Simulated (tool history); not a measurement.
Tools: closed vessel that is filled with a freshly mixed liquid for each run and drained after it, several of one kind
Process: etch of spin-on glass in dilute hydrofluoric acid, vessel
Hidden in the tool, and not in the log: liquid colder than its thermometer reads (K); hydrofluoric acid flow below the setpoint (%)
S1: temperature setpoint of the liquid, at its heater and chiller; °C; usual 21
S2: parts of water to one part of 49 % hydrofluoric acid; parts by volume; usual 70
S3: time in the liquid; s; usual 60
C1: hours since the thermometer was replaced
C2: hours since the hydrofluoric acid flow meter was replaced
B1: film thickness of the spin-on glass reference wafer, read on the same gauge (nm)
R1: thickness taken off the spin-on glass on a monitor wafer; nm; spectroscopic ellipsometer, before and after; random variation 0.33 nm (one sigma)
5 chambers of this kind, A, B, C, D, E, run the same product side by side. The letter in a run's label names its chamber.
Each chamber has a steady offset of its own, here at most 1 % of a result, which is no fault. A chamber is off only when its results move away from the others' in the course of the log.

{"run": "1D", "hour": 8.5, "S1": 21, "S2": 70, "S3": 60, "C1": 600.9, "C2": 118.1, "B1": 49.992, "R1": 38.407}
{"run": "2E", "hour": 12.6, "S1": 21, "S2": 70, "S3": 60, "C1": 169.2, "C2": 338.2, "B1": 50.001, "R1": 37.839}
{"run": "3C", "hour": 17.6, "S1": 21, "S2": 70, "S3": 60, "C1": 107.9, "C2": 1857.2, "B1": 49.971, "R1": 38.151}
{"run": "4A", "hour": 25.3, "S1": 21, "S2": 70, "S3": 60, "C1": 55, "C2": 1735.8, "B1": 49.995, "R1": 37.324}
{"run": "5B", "hour": 33.8, "S1": 21, "S2": 70, "S3": 60, "C1": 1204, "C2": 559.5, "B1": 50.011, "R1": 38.348}
{"run": "6C", "hour": 42.6, "S1": 21, "S2": 70, "S3": 30, "C1": 132.9, "C2": 1882.2, "B1": 49.973, "R1": 19.05}
{"run": "7E", "hour": 48.6, "S1": 21, "S2": 70, "S3": 30, "C1": 205.2, "C2": 374.2, "B1": 49.964, "R1": 18.913}
{"run": "8D", "hour": 53.5, "S1": 21, "S2": 70, "S3": 30, "C1": 645.9, "C2": 163.1, "B1": 50.023, "R1": 18.992}
{"run": "9A", "hour": 61.8, "S1": 21, "S2": 70, "S3": 30, "C1": 91.5, "C2": 1772.3, "B1": 50.016, "R1": 18.743}
{"run": "10B", "hour": 69.8, "S1": 21, "S2": 70, "S3": 30, "C1": 1240, "C2": 595.5, "B1": 49.986, "R1": 19.03}
{"run": "11E", "hour": 75.3, "S1": 21, "S2": 70, "S3": 60, "C1": 231.9, "C2": 400.9, "B1": 50.008, "R1": 37.333}
{"run": "12D", "hour": 80.3, "S1": 21, "S2": 45, "S3": 35, "C1": 672.7, "C2": 189.9, "B1": 50.014, "R1": 35.2}
{"run": "13C", "hour": 86.4, "S1": 21, "S2": 45, "S3": 35, "C1": 176.7, "C2": 1926, "B1": 50.021, "R1": 35.026}
{"run": "14B", "hour": 93.5, "S1": 21, "S2": 45, "S3": 35, "C1": 1263.7, "C2": 619.2, "B1": 50.007, "R1": 35.751}
{"run": "15A", "hour": 100.4, "S1": 21, "S2": 45, "S3": 35, "C1": 130.1, "C2": 1810.9, "B1": 49.98, "R1": 34.235}
{"run": "16B", "hour": 106.1, "S1": 21, "S2": 45, "S3": 35, "C1": 1276.3, "C2": 631.8, "B1": 49.981, "R1": 35.953}
{"run": "17D", "hour": 113.7, "S1": 21, "S2": 70, "S3": 60, "C1": 706.1, "C2": 223.3, "B1": 49.995, "R1": 38.565}
{"run": "18E", "hour": 122.1, "S1": 24, "S2": 70, "S3": 45, "C1": 278.7, "C2": 447.7, "B1": 50.016, "R1": 32.223}
{"run": "19C", "hour": 127.6, "S1": 24, "S2": 70, "S3": 45, "C1": 217.9, "C2": 1967.2, "B1": 49.999, "R1": 32.402}
{"run": "20A", "hour": 131.8, "S1": 24, "S2": 70, "S3": 45, "C1": 161.5, "C2": 1842.3, "B1": 49.985, "R1": 32.006}
{"run": "21B", "hour": 139.3, "S1": 24, "S2": 70, "S3": 45, "C1": 1309.5, "C2": 665, "B1": 49.986, "R1": 31.764}
{"run": "22D", "hour": 144.2, "S1": 24, "S2": 70, "S3": 45, "C1": 736.6, "C2": 253.8, "B1": 50.007, "R1": 32.231}
{"run": "23C", "hour": 150.6, "S1": 21, "S2": 70, "S3": 60, "C1": 240.9, "C2": 1990.2, "B1": 49.992, "R1": 38.476}
{"run": "24A", "hour": 156.7, "S1": 21, "S2": 70, "S3": 60, "C1": 186.4, "C2": 1867.2, "B1": 50.006, "R1": 37.85}
{"run": "25E", "hour": 164.3, "S1": 21, "S2": 70, "S3": 60, "C1": 320.9, "C2": 489.9, "B1": 50.001, "R1": 37.243}
{"run": "26A", "hour": 171.2, "S1": 21, "S2": 70, "S3": 60, "C1": 200.9, "C2": 1881.7, "B1": 49.99, "R1": 37.797}
{"run": "27E", "hour": 177.3, "S1": 21, "S2": 70, "S3": 60, "C1": 333.9, "C2": 502.9, "B1": 49.956, "R1": 37.614}
{"run": "28B", "hour": 183.5, "S1": 21, "S2": 70, "S3": 60, "C1": 1353.7, "C2": 709.2, "B1": 49.982, "R1": 37.959}
{"run": "29D", "hour": 187.5, "S1": 21, "S2": 70, "S3": 60, "C1": 779.9, "C2": 297.1, "B1": 49.995, "R1": 37.539}
{"run": "30C", "hour": 191.9, "S1": 21, "S2": 70, "S3": 60, "C1": 282.2, "C2": 2031.5, "B1": 50.005, "R1": 37.912}
{"run": "31B", "hour": 197.0, "S1": 21, "S2": 70, "S3": 60, "C1": 1367.2, "C2": 722.7, "B1": 49.978, "R1": 37.329}
{"run": "32C", "hour": 203.2, "S1": 17, "S2": 70, "S3": 60, "C1": 293.5, "C2": 2042.8, "B1": 50.011, "R1": 32.001}

All 5 chambers run these settings next. Forecast each chamber's results:
{"run": "33A", "hour": 209.5, "S1": 21, "S2": 70, "S3": 60, "R1": "?"}
{"run": "33B", "hour": 209.5, "S1": 21, "S2": 70, "S3": 60, "R1": "?"}
{"run": "33C", "hour": 209.5, "S1": 21, "S2": 70, "S3": 60, "R1": "?"}
{"run": "33D", "hour": 209.5, "S1": 21, "S2": 70, "S3": 60, "R1": "?"}
{"run": "33E", "hour": 209.5, "S1": 21, "S2": 70, "S3": 60, "R1": "?"}

run=33A R1=37.959
run=33B R1=37.643
run=33C R1=38.234
run=33D R1=38.123
run=33E R1=37.599
